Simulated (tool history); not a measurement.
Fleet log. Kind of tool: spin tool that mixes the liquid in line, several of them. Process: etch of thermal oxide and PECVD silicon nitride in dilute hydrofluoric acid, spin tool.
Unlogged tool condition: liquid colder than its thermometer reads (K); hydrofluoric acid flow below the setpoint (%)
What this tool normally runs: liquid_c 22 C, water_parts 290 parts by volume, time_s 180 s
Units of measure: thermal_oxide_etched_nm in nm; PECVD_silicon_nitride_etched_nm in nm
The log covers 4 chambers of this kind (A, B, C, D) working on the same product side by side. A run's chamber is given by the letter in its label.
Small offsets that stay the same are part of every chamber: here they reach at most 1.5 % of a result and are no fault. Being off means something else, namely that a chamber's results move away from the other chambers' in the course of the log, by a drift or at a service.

run   hour  liquid_c  water_parts  time_s  hours since the thermometer was replaced  hours since the hydrofluoric acid flow meter was replaced  read-back film thickness of the thermal oxide reference wafer, read on the same gauge (nm)  read-back film thickness of the PECVD silicon nitride reference wafer, read on the same gauge (nm)  thermal_oxide_etched_nm  PECVD_silicon_nitride_etched_nm
 1B    6.5        22          290     180                                     744.3                                                      697.6                                                                                      150.01                                                                                              140.02                   2.2749                           1.9016
 2C   10.7        22          290     180                                     774.9                                                       1039                                                                                      149.99                                                                                                 140                   2.2349                           1.9367
 3A   16.4        22          290     180                                     283.6                                                      463.5                                                                                      149.98                                                                                              139.98                   2.2189                           1.9499
 4D   22.4        22          290     180                                     843.6                                                     1454.6                                                                                      150.02                                                                                                 140                   2.2373                           1.9471
 5B   28.7        22          290     180                                     766.5                                                      719.8                                                                                         150                                                                                              139.98                   2.2413                           1.9199
 6A     33        22          290     180                                     300.2                                                      480.1                                                                                      150.03                                                                                              140.04                   2.2001                           1.9586
 7C     37        22          290     180                                     801.2                                                     1065.3                                                                                         150                                                                                              140.04                   2.2888                           1.9035
 8D   42.4        17          420     180                                     863.6                                                     1474.6                                                                                      149.99                                                                                                 140                   1.1774                          0.99099
 9C     49        17          420     180                                     813.2                                                     1077.3                                                                                         150                                                                                              139.98                   1.1532                          0.97035
10A   54.5        17          420     180                                     321.7                                                      501.6                                                                                         150                                                                                              140.03                   1.1495                          0.98694
11B   59.4        17          420     180                                     797.2                                                      750.5                                                                                         150                                                                                                 140                    1.154                          0.98357
12D   63.6        22          290     180                                     884.8                                                     1495.8                                                                                      150.01                                                                                              139.98                   2.1731                            1.903
13D   69.1        22          290     180                                     890.3                                                     1501.3                                                                                      150.01                                                                                              140.01                    2.168                           1.8895
14C   74.3        22          290     180                                     838.5                                                     1102.6                                                                                         150                                                                                              139.99                   2.2267                           1.9024
15A   79.9        22          290     180                                     347.1                                                        527                                                                                      150.01                                                                                                 140                   2.1827                            1.954
16B   86.8        22          290     180                                     824.6                                                      777.9                                                                                         150                                                                                              140.03                   2.2378                           1.9003
17B   90.5        22          290     180                                     828.3                                                      781.6                                                                                      149.98                                                                                              139.98                   2.2165                           1.8789
18A     95        22          290     180                                     362.2                                                      542.1                                                                                      150.01                                                                                              139.99                   2.1723                            1.898
19C     99        22          290     180                                     863.2                                                     1127.3                                                                                      150.01                                                                                              139.96                   2.2551                           1.9452
20D  104.9        22          290     180                                     926.1                                                     1537.1                                                                                      150.02                                                                                              140.01                   2.0905                           1.8256
21C  110.2        22          290     180                                     874.4                                                     1138.5                                                                                         150                                                                                              140.01                   2.2208                           1.8665
22A    116        22          290     180                                     383.2                                                      563.1                                                                                      149.99                                                                                                 140                   2.1377                            1.925
23B  121.3        22          290     180                                     859.1                                                      812.4                                                                                         150                                                                                              140.02                    2.205                           1.9374
24D  125.7        22          290     180                                     946.9                                                     1557.9                                                                                         150                                                                                              140.01                   2.0541                           1.8565
25C  130.7        22          290     180                                     894.9                                                       1159                                                                                         150                                                                                                 140                   2.2409                           1.8711
26B  137.1        22          290     180                                     874.9                                                      828.2                                                                                      149.98                                                                                              140.01                   2.2038                           1.9015
27D  143.8        22          290     180                                       965                                                       1576                                                                                      149.98                                                                                              140.01                    2.025                           1.7716
28A  148.6        22          290     180                                     415.8                                                      595.7                                                                                      150.01                                                                                              139.99                   2.2231                           1.9542
29C  154.1        22          290     180                                     918.3                                                     1182.4                                                                                      149.99                                                                                                 140                   2.2246                           1.8921
30A  159.7        22          290     180                                     426.9                                                      606.8                                                                                      149.99                                                                                              139.96                   2.2224                           1.9408
31B  164.6        22          290     180                                     902.4                                                      855.7                                                                                      149.99                                                                                                 140                    2.229                           1.9006
32D  170.9        22          290     180                                     992.1                                                     1603.1                                                                                         150                                                                                              139.99                   1.9521                            1.759
33C  175.9        22          290     180                                     940.1                                                     1204.2                                                                                      150.04                                                                                              140.01                   2.1754                           1.8645
34D  182.5        22          290     180                                    1003.7                                                     1614.7                                                                                      149.98                                                                                              139.99                   1.9844                           1.7435
35B  187.3        22          290     180                                     925.1                                                      878.4                                                                                      149.98                                                                                              140.03                   2.2715                           1.9294
36A  190.7        22          290     180                                     457.9                                                      637.8                                                                                         150                                                                                              139.98                   2.2098                           1.9244

Next, every chamber runs the same settings. What will each give?
37A  195.7        22          290     145                                                                                                                                                                                                                                                                                                                             ?                                ?
37B  195.7        22          290     145                                                                                                                                                                                                                                                                                                                             ?                                ?
37C  195.7        22          290     145                                                                                                                                                                                                                                                                                                                             ?                                ?
37D  195.7        22          290     145                                                                                                                                                                                                                                                                                                                             ?                                ?

run  thermal_oxide_etched_nm  PECVD_silicon_nitride_etched_nm
37A                   1.7717                           1.5805
37B                   1.7961                           1.5592
37C                   1.7282                           1.5425
37D                   1.5641                           1.3842

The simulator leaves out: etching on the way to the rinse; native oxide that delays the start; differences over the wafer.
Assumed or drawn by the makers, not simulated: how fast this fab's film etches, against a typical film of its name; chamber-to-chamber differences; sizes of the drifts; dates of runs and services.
